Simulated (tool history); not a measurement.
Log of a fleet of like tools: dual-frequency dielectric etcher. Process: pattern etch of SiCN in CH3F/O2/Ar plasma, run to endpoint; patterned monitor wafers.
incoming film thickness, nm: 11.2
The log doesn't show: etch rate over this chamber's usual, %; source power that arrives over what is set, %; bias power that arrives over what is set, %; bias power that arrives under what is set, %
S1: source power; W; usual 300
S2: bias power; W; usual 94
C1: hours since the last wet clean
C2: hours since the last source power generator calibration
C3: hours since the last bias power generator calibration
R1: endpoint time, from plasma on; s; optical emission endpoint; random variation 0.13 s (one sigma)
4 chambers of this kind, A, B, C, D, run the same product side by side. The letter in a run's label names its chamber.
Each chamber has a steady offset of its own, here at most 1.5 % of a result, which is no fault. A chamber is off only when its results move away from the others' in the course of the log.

run,hour,S1,S2,C1,C2,C3,R1
1B,6.7,300,94,141.7,317.6,1372.7,30.159
2D,10.5,300,94,303.9,1383.8,1254.9,29.699
3A,17.5,300,94,65.1,1070.4,1678.7,29.886
4C,23.1,300,94,427.6,2390.5,264.7,29.892
5B,29.4,340,94,164.4,340.3,1395.4,28.602
6D,34.7,340,94,328.1,1408,1279.1,28.338
7C,41.3,340,94,445.8,2408.7,282.9,28.453
8A,46.2,340,94,93.8,1099.1,1707.4,28.493
9D,49.8,370,113,343.2,1423.1,1294.2,25.794
10A,54.1,370,113,101.7,1107,1715.3,25.792
11B,60.1,370,113,195.1,371,1426.1,25.854
12C,64.8,370,113,469.3,2432.2,306.4,25.672
13A,71.2,300,94,118.8,1124.1,1732.4,29.913
14D,76.8,300,94,370.2,1450.1,1321.2,29.654
15B,81.2,300,94,216.2,392.1,1447.2,29.538
16C,84.2,300,71,488.7,2451.6,325.8,33.083
17D,88.1,300,71,381.5,1461.4,1332.5,33.114
18C,92.7,300,71,497.2,2460.1,334.3,33.363
19B,99.4,300,71,234.4,410.3,1465.4,32.417
20A,105,300,94,152.6,1157.9,1766.2,29.936
21D,110.3,300,94,403.7,1483.6,1354.7,29.721
22B,116.1,300,94,251.1,427,1482.1,28.948
23A,121.9,300,94,169.5,1174.8,1783.1,29.753
24C,124.9,300,94,529.4,2492.3,366.5,29.82
25A,128.5,300,94,176.1,1181.4,1789.7,29.868
26B,134.3,300,94,269.3,445.2,1500.3,28.62

What goes on in this fleet: one chamber off, a drifting gauge, or nothing beyond the chambers' own small offsets? Name the chamber and the cause, if any.

Chamber B drifts away from the others.
Cause: etch rate over this chamber's usual, % = 5.37.

Here are 4 candidates for chamber B's next run, each the usual settings with a change, their results left as question marks. Which one brings its results back in line with what the others give on the usual settings?
In line means no further than this from the other chambers' mean on the usual settings: R1 0.44 s
27B-1,139.3,300,90,,,,?
27B-2,139.3,270,94,,,,?
27B-3,139.3,310,96,,,,?
27B-4,139.3,300,104,,,,?

The other chambers' mean on the usual settings: R1 29.834 s
run,R1
27B-1,29.114
27B-2,29.779
27B-3,28.068
27B-4,27.552
27B-2 brings the chamber back in line.

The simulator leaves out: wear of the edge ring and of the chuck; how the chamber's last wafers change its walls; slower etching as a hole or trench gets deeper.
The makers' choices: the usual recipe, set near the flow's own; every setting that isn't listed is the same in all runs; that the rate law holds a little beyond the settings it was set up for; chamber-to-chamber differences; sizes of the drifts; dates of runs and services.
